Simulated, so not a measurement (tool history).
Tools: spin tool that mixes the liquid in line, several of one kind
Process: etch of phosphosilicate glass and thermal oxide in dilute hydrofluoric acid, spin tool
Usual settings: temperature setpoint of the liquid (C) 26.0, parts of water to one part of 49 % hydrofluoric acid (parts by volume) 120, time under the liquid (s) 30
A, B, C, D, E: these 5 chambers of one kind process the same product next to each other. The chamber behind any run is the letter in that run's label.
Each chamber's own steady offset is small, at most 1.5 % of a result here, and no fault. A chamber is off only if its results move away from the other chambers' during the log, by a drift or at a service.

run    day  temperature setpoint of the liquid (C)  parts of water to one part of 49 % hydrofluoric acid (parts by volume)  time under the liquid (s)  hours since the thermometer was replaced  hours since the hydrofluoric acid flow meter was replaced  read-back film thickness of the phosphosilicate glass reference wafer, read on the same gauge (nm)  read-back film thickness of the thermal oxide reference wafer, read on the same gauge (nm)  thickness taken off the phosphosilicate glass on a monitor wafer (nm)  thickness taken off the thermal oxide on a monitor wafer (nm)
 1B  0.417                                    26.0                                                                     120                         30                                    1006.6                                                      499.8                                                                                              150.06                                                                                      39.991                                                                 41.600                                                        1.28000
 2A  0.738                                    26.0                                                                     120                         30                                    1954.4                                                      951.7                                                                                              149.99                                                                                      40.007                                                                 41.456                                                        1.27070
 3C  0.950                                    26.0                                                                     120                         30                                     189.8                                                     1183.3                                                                                              150.01                                                                                      39.979                                                                 40.731                                                        1.23380
 4D  1.175                                    26.0                                                                     120                         30                                     318.8                                                      171.2                                                                                              150.00                                                                                      40.019                                                                 40.682                                                        1.24920
 5E  1.362                                    28.5                                                                      65                         30                                     694.3                                                     1744.2                                                                                              150.04                                                                                      39.994                                                                 90.939                                                        2.85800
 6C  1.654                                    28.5                                                                      65                         30                                     206.7                                                     1200.2                                                                                              150.02                                                                                      40.018                                                                 89.495                                                        2.74810
 7A  1.888                                    28.5                                                                      65                         30                                    1982.0                                                      979.3                                                                                              149.99                                                                                      39.999                                                                 89.742                                                        2.79060
 8D  2.288                                    28.5                                                                      65                         30                                     345.5                                                      197.9                                                                                              149.96                                                                                      39.969                                                                 89.901                                                        2.77180
 9E  2.629                                    28.5                                                                      65                         30                                     724.7                                                     1774.6                                                                                              150.03                                                                                      40.018                                                                 91.325                                                        2.90750
10B  2.900                                    22.5                                                                     120                         20                                    1066.2                                                      559.4                                                                                              150.01                                                                                      39.977                                                                 24.193                                                        0.74908
11E  3.158                                    22.5                                                                     120                         20                                     737.4                                                     1787.3                                                                                              150.01                                                                                      39.999                                                                 23.657                                                        0.73876
12D  3.429                                    22.5                                                                     120                         20                                     372.9                                                      225.3                                                                                              150.00                                                                                      40.016                                                                 23.748                                                        0.71930
13B  3.704                                    22.5                                                                     120                         20                                    1085.5                                                      578.7                                                                                              149.96                                                                                      39.999                                                                 23.860                                                        0.76715
14A  4.017                                    22.5                                                                     120                         20                                    2033.1                                                     1030.4                                                                                              149.98                                                                                      39.990                                                                 23.964                                                        0.74748
15C  4.367                                    26.0                                                                     120                         40                                     271.8                                                     1265.3                                                                                              150.01                                                                                      40.002                                                                 54.803                                                        1.69680
16A  4.608                                    26.0                                                                     120                         40                                    2047.3                                                     1044.6                                                                                              149.99                                                                                      39.984                                                                 55.049                                                        1.71770
17C  4.800                                    26.0                                                                     120                         40                                     282.2                                                     1275.7                                                                                              150.03                                                                                      39.985                                                                 54.264                                                        1.71070
18B  5.183                                    26.0                                                                     120                         40                                    1121.0                                                      614.2                                                                                              149.96                                                                                      40.026                                                                 54.587                                                        1.77110
19E  5.604                                    26.0                                                                     120                         40                                     796.1                                                     1846.0                                                                                              150.03                                                                                      39.988                                                                 54.470                                                        1.67220
20D  5.983                                    26.0                                                                     120                         30                                     434.2                                                      286.6                                                                                              149.98                                                                                      39.996                                                                 41.096                                                        1.29150
21D  6.275                                    26.0                                                                     120                         30                                     441.2                                                      293.6                                                                                              150.01                                                                                      39.994                                                                 40.597                                                        1.25700
22A  6.596                                    26.0                                                                     120                         30                                    2095.0                                                     1092.3                                                                                              150.01                                                                                      40.004                                                                 41.242                                                        1.29020
23C  6.796                                    22.5                                                                     120                         45                                     330.1                                                     1323.6                                                                                              150.03                                                                                      39.980                                                                 52.857                                                        1.66520
     7.004  -- chamber B: hydrofluoric acid flow meter replaced
24B  7.092                                    22.5                                                                     120                         45                                    1166.8                                                        2.1                                                                                              150.03                                                                                      40.013                                                                 54.088                                                        1.67610
25E  7.362                                    22.5                                                                     120                         45                                     838.3                                                     1888.2                                                                                              150.06                                                                                      39.983                                                                 53.826                                                        1.66610
26C  7.554                                    22.5                                                                     120                         45                                     348.3                                                     1341.8                                                                                              150.08                                                                                      39.961                                                                 53.358                                                        1.71840
27D  7.821                                    22.5                                                                     120                         45                                     478.3                                                      330.7                                                                                              149.95                                                                                      39.986                                                                 52.862                                                        1.69620
28A  8.108                                    26.0                                                                     120                         30                                    2131.3                                                     1128.6                                                                                              149.97                                                                                      39.997                                                                 41.583                                                        1.25210
29B  8.462                                    26.0                                                                     120                         30                                    1199.7                                                       35.0                                                                                              149.96                                                                                      40.016                                                                 41.572                                                        1.29920
30E  8.721                                    26.0                                                                     120                         30                                     870.9                                                     1920.8                                                                                              149.98                                                                                      40.003                                                                 40.734                                                        1.27000
31D  9.096                                    26.0                                                                     120                         30                                     508.9                                                      361.3                                                                                              149.95                                                                                      39.995                                                                 41.112                                                        1.26550

For the next run the whole fleet of 5 chambers uses the same settings. Give each chamber's results:
32A  9.400                                    26.0                                                                     120                         35                                                                                                                                                                                                                                                                                                                                                                           ?                                                              ?
32B  9.400                                    26.0                                                                     120                         35                                                                                                                                                                                                                                                                                                                                                                           ?                                                              ?
32C  9.400                                    26.0                                                                     120                         35                                                                                                                                                                                                                                                                                                                                                                           ?                                                              ?
32D  9.400                                    26.0                                                                     120                         35                                                                                                                                                                                                                                                                                                                                                                           ?                                                              ?
32E  9.400                                    26.0                                                                     120                         35                                                                                                                                                                                                                                                                                                                                                                           ?                                                              ?

run  thickness taken off the phosphosilicate glass on a monitor wafer (nm)  thickness taken off the thermal oxide on a monitor wafer (nm)
32A                                                                 47.551                                                        1.50070
32B                                                                 48.313                                                        1.54280
32C                                                                 47.226                                                        1.51410
32D                                                                 47.455                                                        1.48960
32E                                                                 47.672                                                        1.43990

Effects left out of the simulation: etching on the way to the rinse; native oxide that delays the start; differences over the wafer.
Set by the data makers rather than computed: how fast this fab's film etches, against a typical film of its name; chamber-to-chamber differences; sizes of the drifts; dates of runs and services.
